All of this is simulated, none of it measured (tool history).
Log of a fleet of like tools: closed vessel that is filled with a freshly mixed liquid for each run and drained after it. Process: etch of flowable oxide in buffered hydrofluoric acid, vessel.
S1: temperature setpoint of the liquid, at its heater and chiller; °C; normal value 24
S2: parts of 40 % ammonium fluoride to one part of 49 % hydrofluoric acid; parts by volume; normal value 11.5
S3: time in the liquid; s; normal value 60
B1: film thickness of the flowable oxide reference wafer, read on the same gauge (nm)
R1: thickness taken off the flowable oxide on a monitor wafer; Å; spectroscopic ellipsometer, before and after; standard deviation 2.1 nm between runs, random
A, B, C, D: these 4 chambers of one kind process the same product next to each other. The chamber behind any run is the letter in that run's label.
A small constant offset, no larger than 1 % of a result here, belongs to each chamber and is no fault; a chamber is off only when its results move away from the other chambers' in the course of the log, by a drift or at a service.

run   hour    S1    S2  S3      B1      R1
 1A    4.8    24  11.5  60  49.972    2226
 2D      9    24  11.5  60  50.025  2216.3
 3B   13.9    24  11.5  60  50.012  2202.4
 4C   18.4    24  11.5  60   49.96  2207.2
 5D   21.7    24  11.5  60  49.958  2206.6
 6A   27.6    24  11.5  60  49.981  2265.8
 7C   34.2    24  11.5  60  49.978  2202.3
 8B   38.4    24  11.5  60   49.99  2219.2
 9B   45.7    24  11.5  60  49.983  2266.7
10C   49.8    24   9.5  60  49.984  2600.8
11A   56.3    24   9.5  60  49.974  2719.9
12D     62    24   9.5  60  50.072  2590.5
13D   67.7    24   9.5  60   49.92  2622.3
14C   71.2    27  11.5  30  50.016    1278
15B   76.5    27  11.5  30  49.993    1310
16A   80.2    27  11.5  30  49.996  1406.7
17C   83.6    27  11.5  30  50.023  1293.7
18D   87.8    24  11.5  60  49.949  2197.7
19B   92.6  28.5  11.5  40  49.943  1867.4
20A   98.1  28.5  11.5  40  50.033  2062.8
21D  103.7  28.5  11.5  40   50.01  1874.7
22B  110.3  28.5  11.5  40  49.979  1886.9
23C  114.4    24  11.5  60  49.978  2190.9
24A  120.5    24  11.5  60  50.004  2477.5
25B  124.6    24  11.5  60  50.006  2242.6

Next, every chamber runs the same settings. What will each give?
26A   130  24  11.5  60       ?
26B   130  24  11.5  60       ?
26C   130  24  11.5  60       ?
26D   130  24  11.5  60       ?

run      R1
26A  2488.2
26B  2233.3
26C    2214
26D    2188
